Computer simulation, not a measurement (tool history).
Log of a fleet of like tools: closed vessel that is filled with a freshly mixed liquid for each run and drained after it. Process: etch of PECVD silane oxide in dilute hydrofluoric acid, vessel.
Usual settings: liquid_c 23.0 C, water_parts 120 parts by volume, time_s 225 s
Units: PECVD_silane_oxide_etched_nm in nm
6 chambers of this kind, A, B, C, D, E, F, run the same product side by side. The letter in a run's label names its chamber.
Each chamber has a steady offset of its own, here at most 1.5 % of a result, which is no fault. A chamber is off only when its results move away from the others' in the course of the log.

run   hour  liquid_c  water_parts  time_s  hours since the thermometer was replaced  hours since the hydrofluoric acid flow meter was replaced  read-back film thickness of the PECVD silane oxide reference wafer, read on the same gauge (nm)  PECVD_silane_oxide_etched_nm
 1D    8.9      23.0          120     225                                     507.5                                                     1447.3                                                                                           150.00                        40.868
 2C   19.3      23.0          120     225                                     606.3                                                      426.3                                                                                           150.01                        40.790
 3E   26.5      23.0          120     225                                     562.3                                                      261.2                                                                                           150.04                        40.446
 4B   36.1      23.0          120     225                                     536.5                                                     2347.2                                                                                           150.01                        40.608
 5A   45.4      23.0          120     225                                     670.5                                                      705.8                                                                                           150.00                        40.894
 6F   53.2      23.0          120     225                                     785.8                                                     1901.7                                                                                           150.01                        40.840
 7C   62.5      23.0          120     225                                     649.5                                                      469.5                                                                                           150.00                        40.767
 8B   70.7      23.0          120     225                                     571.1                                                     2381.8                                                                                           150.01                        40.427
 9D   76.2      23.0          120     225                                     574.8                                                     1514.6                                                                                           150.01                        41.171
10F   85.9      23.0          120     225                                     818.5                                                     1934.4                                                                                           150.01                        40.823
11E   95.5      23.0          120     225                                     631.3                                                      330.2                                                                                           149.98                        39.748
12A  105.1      23.0          120     225                                     730.2                                                      765.5                                                                                           150.00                        40.684
13D  112.2      23.0          120     225                                     610.8                                                     1550.6                                                                                           149.97                        41.189
14A  120.4      23.0          120     225                                     745.5                                                      780.8                                                                                           150.02                        40.346
15E  129.9      23.0          120     225                                     665.7                                                      364.6                                                                                           150.01                        40.612
16C  135.2      23.0          155     350                                     722.2                                                      542.2                                                                                           149.99                        46.831
17B  145.6      23.0          155     350                                     646.0                                                     2456.7                                                                                           149.98                        46.535
18F  155.5      23.0          155     350                                     888.1                                                     2004.0                                                                                           150.00                        46.816
     157.2  -- chamber B: hydrofluoric acid flow meter replaced
19E  160.6      23.0          155     350                                     696.4                                                      395.3                                                                                           150.00                        47.284
20C  166.1      23.0          155     350                                     753.1                                                      573.1                                                                                           149.99                        46.742
21D  175.3      23.0          155     350                                     673.9                                                     1613.7                                                                                           150.01                        47.371
22B  183.4      23.0          120     225                                     683.8                                                       26.2                                                                                           150.00                        40.374
23A  189.6      23.0          145     225                                     814.7                                                      850.0                                                                                           150.00                        32.275
24F  196.8      23.0          145     225                                     929.4                                                     2045.3                                                                                           149.98                        32.926
25E  205.3      23.0          145     225                                     741.1                                                      440.0                                                                                           149.98                        32.179
     209.0  -- chamber E: hydrofluoric acid flow meter replaced
26D  209.8      23.0          145     225                                     708.4                                                     1648.2                                                                                           150.01                        33.048
27B  219.6      23.0          145     225                                     720.0                                                       62.4                                                                                           149.98                        32.841
28F  224.4      23.0          145     225                                     957.0                                                     2072.9                                                                                           149.98                        32.415
29A  231.4      23.0          120     225                                     856.5                                                      891.8                                                                                           149.99                        39.488
30C  238.9      23.0          120     225                                     825.9                                                      645.9                                                                                           150.00                        40.718
31E  245.4      23.0          120     225                                     781.2                                                       36.5                                                                                           150.00                        40.252
32C  251.6      23.0          120     225                                     838.6                                                      658.6                                                                                           150.02                        41.236
     258.0  -- chamber F: thermometer replaced
33F  259.9      23.0          120     225                                       2.0                                                     2108.4                                                                                           150.02                        41.279
34A  268.2      23.0          120     225                                     893.3                                                      928.6                                                                                           149.97                        39.161
35B  278.0      18.5          155     225                                     778.4                                                      120.8                                                                                           150.00                        25.216
36D  286.3      18.5          155     225                                     784.9                                                     1724.7                                                                                           149.99                        25.691
37F  293.6      18.5          155     225                                      35.7                                                     2142.1                                                                                           149.99                        25.489
38B  298.2      18.5          155     225                                     798.6                                                      141.0                                                                                           150.03                        25.369
39A  305.5      18.5          155     225                                     930.6                                                      965.9                                                                                           150.01                        24.098
40D  310.9      18.5          155     225                                     809.5                                                     1749.3                                                                                           150.00                        25.419

All 6 chambers run these settings next. Forecast each chamber's results:
41A  318.4      23.0          120     350                                                                                                                                                                                                                                   ?
41B  318.4      23.0          120     350                                                                                                                                                                                                                                   ?
41C  318.4      23.0          120     350                                                                                                                                                                                                                                   ?
41D  318.4      23.0          120     350                                                                                                                                                                                                                                   ?
41E  318.4      23.0          120     350                                                                                                                                                                                                                                   ?
41F  318.4      23.0          120     350                                                                                                                                                                                                                                   ?

run  PECVD_silane_oxide_etched_nm
41A                        60.864
41B                        63.179
41C                        63.491
41D                        63.521
41E                        62.674
41F                        63.378

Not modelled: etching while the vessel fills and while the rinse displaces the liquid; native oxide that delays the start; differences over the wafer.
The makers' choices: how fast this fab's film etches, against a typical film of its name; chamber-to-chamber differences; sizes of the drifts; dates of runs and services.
